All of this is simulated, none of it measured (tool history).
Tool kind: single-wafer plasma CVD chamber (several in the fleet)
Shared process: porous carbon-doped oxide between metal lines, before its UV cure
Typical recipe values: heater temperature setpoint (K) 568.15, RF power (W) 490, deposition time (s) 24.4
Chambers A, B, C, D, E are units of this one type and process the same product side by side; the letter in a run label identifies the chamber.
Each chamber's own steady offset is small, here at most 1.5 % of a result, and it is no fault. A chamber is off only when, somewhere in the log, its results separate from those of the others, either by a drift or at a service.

run,hour,heater temperature setpoint (K),RF power (W),deposition time (s),"read-back reference wafer on the same gauge, thickness_nm",mean film thickness on the monitor wafer (nm)
1E,7.9,568.15,490,24.4,138.12,136.64
2B,17.7,568.15,490,24.4,137.89,134.91
3D,25.9,568.15,490,24.4,137.95,134.84
4C,32.7,568.15,490,24.4,138.03,135.46
5A,40.8,568.15,490,24.4,137.99,135.56
6A,47.5,568.15,490,24.4,138.02,134.73
7B,57,568.15,490,24.4,138.07,134.99
8C,64.9,561.15,455,24.4,138.04,133.65
9D,72.8,561.15,455,24.4,137.94,132.84
10E,78.6,561.15,455,24.4,137.92,135.25
11E,87.5,561.15,455,24.4,138.02,135.42
12A,97.7,561.15,455,24.4,137.96,133.68
13D,109.5,568.15,490,24.4,137.99,134.45
# hour 109.9: chamber A: RF generator calibrated
# hour 120.7: chamber C: thermocouple changed; heater temperature recalibrated
14B,122.4,575.15,490,22.6,138.06,120.59
# hour 133.4: chamber E: thermocouple changed; heater temperature recalibrated
15C,133.4,575.15,490,22.6,137.95,120.6
16D,141.8,575.15,490,22.6,138.13,119.84
17A,148.7,575.15,490,22.6,137.99,120.31
18B,158.4,575.15,490,22.6,137.94,120.15
19C,169.4,568.15,490,24.4,138.07,135.46
# hour 180.4: chamber C: RF generator calibrated
20E,182,568.15,490,24.4,137.99,139.15
21B,192.1,568.15,400,24.4,137.95,115.85
22A,204.8,568.15,400,24.4,138.02,116.96
23D,212.7,568.15,400,24.4,138.01,115.41
24E,220.3,568.15,400,24.4,137.96,119.12
25C,230.9,568.15,400,24.4,138.01,116.84
26C,238.8,568.15,490,24.4,138.07,135.47
27E,250.2,568.15,490,24.4,138.07,138.84
28A,260.9,568.15,490,24.4,137.97,135.02
29B,267.7,568.15,490,24.4,138.04,134.96
30D,280,568.15,490,24.4,138,134.39
31E,290.1,568.15,490,24.4,137.95,138.43
# hour 295: chamber D: RF generator calibrated
32B,297.4,568.15,490,24.4,137.91,135.17
33C,304.9,556.15,490,24.4,137.95,145.3
34A,316.1,556.15,490,24.4,137.96,144.94
35D,323.3,556.15,490,24.4,137.97,144.7
36C,336.3,556.15,490,24.4,138.03,145.6
37B,342.1,556.15,490,24.4,138,145.23
38D,350.7,568.15,490,24.4,137.95,134.19

Read the log: is a single chamber off, either drifting away or since a service, is the gauge that measures every chamber drifting, or is nothing wrong beyond small per-chamber offsets? Name any odd chamber and what most likely caused it.

A service on chamber E put it out of line with the rest.
What lies behind it: wafer temperature below the value expected at the setpoint (K) = 2.67.

Which of the 4 candidates below, each the usual settings with something changed and its results left as question marks, puts chamber E back in line with what the other chambers give on the usual settings?
In-line tolerance around the mean of the other chambers on the usual settings: mean film thickness on the monitor wafer (nm) 1.1
39E-1,360.3,571.15,465,24.4,,?
39E-2,360.3,573.15,490,24.4,,?
39E-3,360.3,568.15,490,25.1,,?
39E-4,360.3,566.15,490,25.6,,?

Average result of the remaining chambers running the usual settings: mean film thickness on the monitor wafer (nm) 134.89
run,mean film thickness on the monitor wafer (nm)
39E-1,131.49
39E-2,134.65
39E-3,142.44
39E-4,146.89
Change 39E-2 lands the chamber within the allowed miss of the other chambers.

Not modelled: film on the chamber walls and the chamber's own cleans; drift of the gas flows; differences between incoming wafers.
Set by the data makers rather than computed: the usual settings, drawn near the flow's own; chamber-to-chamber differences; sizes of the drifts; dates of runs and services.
